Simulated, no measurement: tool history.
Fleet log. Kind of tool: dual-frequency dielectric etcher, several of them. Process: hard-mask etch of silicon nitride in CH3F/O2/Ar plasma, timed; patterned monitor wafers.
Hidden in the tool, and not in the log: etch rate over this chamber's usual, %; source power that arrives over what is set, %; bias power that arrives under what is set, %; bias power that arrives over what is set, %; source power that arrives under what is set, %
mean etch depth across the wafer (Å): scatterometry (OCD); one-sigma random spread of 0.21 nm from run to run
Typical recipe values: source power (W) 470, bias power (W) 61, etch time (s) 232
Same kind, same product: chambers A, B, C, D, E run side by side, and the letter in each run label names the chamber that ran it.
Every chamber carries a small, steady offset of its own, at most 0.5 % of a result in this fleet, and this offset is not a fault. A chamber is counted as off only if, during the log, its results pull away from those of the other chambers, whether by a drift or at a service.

run,hour,source power (W),bias power (W),etch time (s),hours since the last wet clean,hours since the last source power generator calibration,hours since the last bias power generator calibration,"read-back reference wafer on the same gauge, depth_nm",mean etch depth across the wafer (Å)
1D,13,470,61,232,342.7,696.5,1849.8,145.96,1641.3
2B,28.7,470,61,232,247.3,840.7,1677.3,145.9,1632.1
3E,44.3,470,61,232,72.3,3083.8,119.5,145.91,1641.6
# hour 46.6: chamber D: wet clean of the chamber
4A,60.2,470,61,232,227.2,2849.2,2672.5,145.93,1637.7
5C,72.7,470,61,232,173.9,4024,2396.2,145.86,1636.6
6B,80.6,470,61,232,299.2,892.6,1729.2,145.87,1634.6
7C,93.2,470,61,232,194.4,4044.5,2416.7,145.86,1636.7
8E,104.4,470,61,232,132.4,3143.9,179.6,145.82,1637.9
9A,112,470,61,232,279,2901,2724.3,145.85,1636.6
10D,126.9,470,61,232,80.4,810.4,1963.7,145.76,1640
11B,138.8,470,61,232,357.4,950.8,1787.4,145.74,1632.1
12C,152.1,470,61,232,253.3,4103.4,2475.6,145.79,1631.4
13D,166.9,470,61,232,120.4,850.4,2003.7,145.71,1635.6
14E,174.8,470,61,232,202.8,3214.3,250,145.79,1636.5
15A,184.8,470,61,232,351.8,2973.8,2797.1,145.66,1640.4
16B,195.8,470,61,232,414.4,1007.8,1844.4,145.68,1633.4
17C,205.9,470,61,232,307.1,4157.2,2529.4,145.64,1633.2
18D,220.5,470,61,232,174,904,2057.3,145.63,1637.1
19A,234.4,470,61,232,401.4,3023.4,2846.7,145.65,1635.3
# hour 237.6: chamber A: wet clean of the chamber
20E,248.9,470,61,232,276.9,3288.4,324.1,145.58,1634.9
# hour 252.5: chamber B: bias power generator calibrated
21D,257.3,470,61,232,210.8,940.8,2094.1,145.56,1634.3
# hour 266.7: chamber C: wet clean of the chamber
22B,266.9,470,61,232,485.5,1078.9,14.4,145.55,1632.1
23E,280.4,470,61,232,308.4,3319.9,355.6,145.56,1635.6
# hour 283.1: chamber C: source power generator calibrated
24C,288.9,470,61,232,22.3,5.9,2612.4,145.49,1630.4
25A,299.8,470,61,232,62.2,3088.8,2912.1,145.51,1636.1
26D,309.7,470,61,232,263.2,993.2,2146.5,145.48,1633.8
27C,316.8,470,61,232,50.2,33.8,2640.3,145.45,1632.4
28E,329.4,470,61,232,357.4,3368.9,404.6,145.48,1636.9
29A,337.2,470,61,232,99.6,3126.2,2949.5,145.45,1633.8
30B,344.2,470,61,232,562.8,1156.2,91.7,145.47,1626.6
31C,358.4,470,49,265.5,91.8,75.4,2681.9,145.42,1742.4
32E,369,470,49,265.5,397,3408.5,444.2,145.34,1745.9
# hour 369.7: chamber B: wet clean of the chamber
33A,383.1,470,49,265.5,145.5,3172.1,2995.4,145.35,1744
# hour 385.8: chamber E: source power generator calibrated
# hour 388.2: chamber D: wet clean of the chamber
34D,392.9,470,49,265.5,4.7,1076.4,2229.7,145.39,1745.3
35B,403.2,470,49,265.5,33.5,1215.2,150.7,145.32,1741.2
36E,413.4,470,61,232,441.4,27.7,488.6,145.36,1632.5
37C,422.3,470,61,232,155.7,139.3,2745.8,145.31,1629
38B,437.6,470,61,232,67.9,1249.6,185.1,145.3,1629.7
39A,448.7,470,61,232,211.1,3237.7,3061,145.23,1632.3

Is one chamber out of step, is the gauge drifting, or do the chambers differ by no more than their own small offsets? For an off chamber, give its letter and the likeliest cause.

Gauge drift. The chambers move together only on paper, and none stands off.
Most likely cause: gauge reads low (%) = 0.515.
